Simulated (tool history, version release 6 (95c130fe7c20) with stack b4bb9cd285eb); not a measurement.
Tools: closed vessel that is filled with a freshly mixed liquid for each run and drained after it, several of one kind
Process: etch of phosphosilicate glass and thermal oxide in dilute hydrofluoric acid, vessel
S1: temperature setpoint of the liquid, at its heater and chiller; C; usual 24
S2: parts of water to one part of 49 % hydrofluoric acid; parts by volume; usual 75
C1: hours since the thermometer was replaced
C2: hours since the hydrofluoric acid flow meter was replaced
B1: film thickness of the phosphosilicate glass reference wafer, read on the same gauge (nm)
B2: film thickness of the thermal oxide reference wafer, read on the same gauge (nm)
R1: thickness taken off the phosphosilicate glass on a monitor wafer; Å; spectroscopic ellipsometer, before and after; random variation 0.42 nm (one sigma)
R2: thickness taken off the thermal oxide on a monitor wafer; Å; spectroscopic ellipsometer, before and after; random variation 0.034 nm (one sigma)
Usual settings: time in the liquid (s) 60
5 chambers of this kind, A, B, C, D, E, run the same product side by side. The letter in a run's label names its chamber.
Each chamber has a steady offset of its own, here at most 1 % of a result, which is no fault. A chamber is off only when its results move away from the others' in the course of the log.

run 1E day=0.521 | S1=24 S2=75 time_in_the_liquid_(s)=60 | C1=1705.6 C2=416.0 | B1=139.99 B2=89.964 | R1=559.30 R2=35.890
run 2B day=0.996 | S1=24 S2=75 time_in_the_liquid_(s)=60 | C1=723.6 C2=819.4 | B1=140.00 B2=89.989 | R1=559.40 R2=36.105
-- day=1.296 chamber A: thermometer replaced
run 3D day=1.467 | S1=24 S2=75 time_in_the_liquid_(s)=60 | C1=1365.1 C2=887.5 | B1=139.99 B2=90.010 | R1=568.58 R2=36.556
run 4A day=1.842 | S1=24 S2=75 time_in_the_liquid_(s)=60 | C1=13.2 C2=400.5 | B1=140.02 B2=89.996 | R1=560.30 R2=36.833
run 5C day=2.125 | S1=21 S2=75 time_in_the_liquid_(s)=60 | C1=542.9 C2=731.3 | B1=140.01 B2=90.003 | R1=500.45 R2=32.417
-- day=2.250 chamber B: hydrofluoric acid flow meter replaced
run 6A day=2.412 | S1=21 S2=75 time_in_the_liquid_(s)=60 | C1=26.9 C2=414.2 | B1=139.99 B2=90.001 | R1=492.19 R2=32.008
run 7C day=2.875 | S1=21 S2=75 time_in_the_liquid_(s)=60 | C1=560.9 C2=749.3 | B1=140.01 B2=90.002 | R1=498.96 R2=32.529
-- day=2.912 chamber D: hydrofluoric acid flow meter replaced
run 8D day=3.129 | S1=21 S2=75 time_in_the_liquid_(s)=60 | C1=1405.0 C2=5.3 | B1=140.00 B2=90.026 | R1=500.49 R2=32.271
run 9E day=3.392 | S1=21 S2=75 time_in_the_liquid_(s)=60 | C1=1774.5 C2=484.9 | B1=139.99 B2=89.983 | R1=499.79 R2=32.683
run 10B day=3.775 | S1=24 S2=75 time_in_the_liquid_(s)=60 | C1=790.3 C2=36.6 | B1=139.99 B2=89.998 | R1=566.51 R2=37.593
run 11B day=4.296 | S1=22 S2=90 time_in_the_liquid_(s)=60 | C1=802.8 C2=49.1 | B1=140.00 B2=90.011 | R1=428.63 R2=27.978
run 12E day=4.558 | S1=22 S2=90 time_in_the_liquid_(s)=60 | C1=1802.5 C2=512.9 | B1=140.01 B2=89.993 | R1=419.42 R2=27.247
run 13A day=4.996 | S1=22 S2=90 time_in_the_liquid_(s)=60 | C1=88.9 C2=476.2 | B1=140.01 B2=89.997 | R1=424.90 R2=27.722
run 14D day=5.242 | S1=22 S2=90 time_in_the_liquid_(s)=60 | C1=1455.7 C2=56.0 | B1=140.02 B2=90.017 | R1=422.87 R2=27.752
run 15C day=5.688 | S1=22 S2=90 time_in_the_liquid_(s)=60 | C1=628.4 C2=816.8 | B1=140.00 B2=90.000 | R1=430.10 R2=28.012
run 16D day=6.221 | S1=24 S2=75 time_in_the_liquid_(s)=60 | C1=1479.2 C2=79.5 | B1=140.00 B2=89.999 | R1=562.80 R2=36.375
run 17B day=6.496 | S1=24 S2=75 time_in_the_liquid_(s)=60 | C1=855.6 C2=101.9 | B1=140.01 B2=89.988 | R1=560.07 R2=36.992
run 18A day=6.750 | S1=24 S2=75 time_in_the_liquid_(s)=60 | C1=131.0 C2=518.3 | B1=140.00 B2=89.984 | R1=563.59 R2=36.703
run 19E day=7.033 | S1=21 S2=35 time_in_the_liquid_(s)=60 | C1=1861.9 C2=572.3 | B1=139.97 B2=89.988 | R1=1127.70 R2=72.940
run 20C day=7.492 | S1=21 S2=35 time_in_the_liquid_(s)=60 | C1=671.7 C2=860.1 | B1=139.97 B2=90.024 | R1=1098.50 R2=72.449
run 21E day=7.979 | S1=21 S2=35 time_in_the_liquid_(s)=60 | C1=1884.6 C2=595.0 | B1=140.00 B2=90.003 | R1=1135.80 R2=72.860
run 22B day=8.521 | S1=21 S2=35 time_in_the_liquid_(s)=60 | C1=904.2 C2=150.5 | B1=140.00 B2=89.953 | R1=1116.60 R2=72.318
run 23C day=8.958 | S1=21 S2=35 time_in_the_liquid_(s)=60 | C1=706.9 C2=895.3 | B1=140.02 B2=89.993 | R1=1105.20 R2=72.459
run 24A day=9.383 | S1=24 S2=75 time_in_the_liquid_(s)=60 | C1=194.2 C2=581.5 | B1=140.00 B2=89.986 | R1=556.78 R2=36.523
run 25D day=9.946 | S1=24 S2=75 time_in_the_liquid_(s)=60 | C1=1568.6 C2=168.9 | B1=139.99 B2=90.007 | R1=565.13 R2=36.284
-- day=10.088 chamber C: hydrofluoric acid flow meter replaced
run 26B day=10.400 | S1=24 S2=75 time_in_the_liquid_(s)=60 | C1=949.3 C2=195.6 | B1=140.00 B2=89.998 | R1=567.10 R2=36.843
run 27A day=10.688 | S1=24 S2=75 time_in_the_liquid_(s)=60 | C1=225.5 C2=612.8 | B1=140.00 B2=89.981 | R1=558.17 R2=36.527
run 28E day=11.192 | S1=24 S2=75 time_in_the_liquid_(s)=60 | C1=1961.7 C2=672.1 | B1=140.00 B2=90.019 | R1=568.89 R2=36.058
run 29D day=11.479 | S1=28 S2=75 time_in_the_liquid_(s)=30 | C1=1605.4 C2=205.7 | B1=139.99 B2=89.987 | R1=333.29 R2=21.308
run 30C day=11.888 | S1=28 S2=75 time_in_the_liquid_(s)=30 | C1=777.2 C2=43.2 | B1=140.01 B2=89.989 | R1=326.96 R2=21.853
run 31D day=12.304 | S1=28 S2=75 time_in_the_liquid_(s)=30 | C1=1625.2 C2=225.5 | B1=140.02 B2=89.999 | R1=333.00 R2=21.462

What goes on in this fleet: one chamber off, a drifting gauge, or nothing beyond the chambers' own small offsets? Name the chamber and the cause, if any.

No chamber stands off beyond its own small offset, and the gauge holds steady.
